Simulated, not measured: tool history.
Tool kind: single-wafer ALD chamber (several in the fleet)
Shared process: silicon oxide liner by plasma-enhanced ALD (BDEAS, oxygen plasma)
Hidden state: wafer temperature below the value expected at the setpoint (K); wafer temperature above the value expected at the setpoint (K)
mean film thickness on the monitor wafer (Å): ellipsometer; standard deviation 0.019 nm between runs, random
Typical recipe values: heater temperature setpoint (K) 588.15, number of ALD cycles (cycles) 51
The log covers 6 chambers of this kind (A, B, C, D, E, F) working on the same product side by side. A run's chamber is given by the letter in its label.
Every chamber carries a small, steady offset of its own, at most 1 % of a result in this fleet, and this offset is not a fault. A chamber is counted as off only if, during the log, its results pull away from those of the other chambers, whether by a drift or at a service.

| run | hour | heater temperature setpoint (K) | number of ALD cycles (cycles) | hours since the last thermocouple change | read-back reference wafer on the same gauge, thickness_nm | mean film thickness on the monitor wafer (Å) |
|---|---|---|---|---|---|---|
| 1D | 4.8 | 588.15 | 51 | 59.3 | 4.3401 | 46.403 |
| 2B | 9.8 | 588.15 | 51 | 1496.4 | 4.3401 | 46.718 |
| 3F | 14.4 | 588.15 | 51 | 1937.1 | 4.3338 | 46.109 |
| 4C | 16.9 | 588.15 | 51 | 1314.8 | 4.3408 | 46.852 |
| 5E | 21.3 | 579.15 | 42 | 2524.4 | 4.3398 | 38.531 |
| 6A | 25.2 | 579.15 | 42 | 2308.8 | 4.3398 | 39.104 |
| 7E | 27.8 | 579.15 | 42 | 2530.9 | 4.3416 | 38.996 |
| 8F | 31.0 | 579.15 | 42 | 1953.7 | 4.3417 | 38.784 |
| 9C | 33.6 | 579.15 | 42 | 1331.5 | 4.3387 | 38.845 |
| 10B | 36.2 | 579.15 | 42 | 1522.8 | 4.3400 | 38.777 |
| 11D | 40.0 | 588.15 | 51 | 94.5 | 4.3441 | 46.470 |
| 12A | 44.6 | 588.15 | 51 | 2328.2 | 4.3405 | 47.198 |
| 13D | 48.6 | 588.15 | 51 | 103.1 | 4.3440 | 46.376 |
| 14F | 51.7 | 588.15 | 51 | 1974.4 | 4.3409 | 46.317 |
| 15B | 54.5 | 588.15 | 51 | 1541.1 | 4.3372 | 46.709 |
| 16A | 59.1 | 588.15 | 51 | 2342.7 | 4.3341 | 46.836 |
| 17C | 63.4 | 588.15 | 51 | 1361.3 | 4.3329 | 46.581 |
| 18E | 67.8 | 588.15 | 51 | 2570.9 | 4.3434 | 46.491 |
| 19C | 70.2 | 588.15 | 51 | 1368.1 | 4.3388 | 46.609 |
| 20F | 72.6 | 588.15 | 51 | 1995.3 | 4.3430 | 45.934 |
| 21D | 76.7 | 588.15 | 51 | 131.2 | 4.3350 | 46.873 |
| 22B | 80.6 | 588.15 | 51 | 1567.2 | 4.3423 | 46.743 |
| 23A | 84.9 | 575.15 | 43 | 2368.5 | 4.3406 | 40.517 |
| 24E | 89.3 | 575.15 | 43 | 2592.4 | 4.3370 | 39.854 |
|  | 90.3 | chamber A: thermocouple changed; heater temperature recalibrated |
| 25A | 93.3 | 575.15 | 43 | 3.1 | 4.3432 | 40.380 |
| 26C | 98.0 | 575.15 | 43 | 1395.9 | 4.3424 | 40.098 |
| 27F | 103.0 | 575.15 | 43 | 2025.7 | 4.3391 | 39.914 |
| 28B | 106.8 | 575.15 | 43 | 1593.4 | 4.3360 | 39.885 |
| 29E | 111.5 | 588.15 | 51 | 2614.6 | 4.3403 | 46.185 |
| 30D | 115.1 | 588.15 | 46 | 169.6 | 4.3388 | 41.943 |
| 31D | 120.1 | 588.15 | 46 | 174.6 | 4.3399 | 42.322 |
| 32C | 124.5 | 588.15 | 46 | 1422.4 | 4.3421 | 42.132 |
| 33F | 128.9 | 588.15 | 46 | 2051.6 | 4.3373 | 41.754 |
| 34E | 132.4 | 588.15 | 46 | 2635.5 | 4.3442 | 41.694 |
| 35B | 136.9 | 588.15 | 46 | 1623.5 | 4.3419 | 42.192 |
| 36A | 140.6 | 588.15 | 51 | 50.4 | 4.3415 | 46.884 |
| 37E | 145.0 | 588.15 | 51 | 2648.1 | 4.3397 | 46.464 |
| 38C | 149.8 | 588.15 | 51 | 1447.7 | 4.3375 | 46.720 |
| 39F | 153.4 | 588.15 | 51 | 2076.1 | 4.3429 | 46.407 |
| 40B | 156.8 | 588.15 | 51 | 1643.4 | 4.3417 | 46.385 |
| 41D | 161.1 | 588.15 | 51 | 215.6 | 4.3424 | 46.488 |
| 42A | 163.8 | 588.15 | 51 | 73.6 | 4.3405 | 46.937 |

Which is it: a chamber that has drifted or been left off by a service, a gauge drift common to all chambers, or only each chamber's usual small offset? If a chamber is off, name it and its likeliest cause.

No chamber stands off beyond its own small offset, and the gauge holds steady.

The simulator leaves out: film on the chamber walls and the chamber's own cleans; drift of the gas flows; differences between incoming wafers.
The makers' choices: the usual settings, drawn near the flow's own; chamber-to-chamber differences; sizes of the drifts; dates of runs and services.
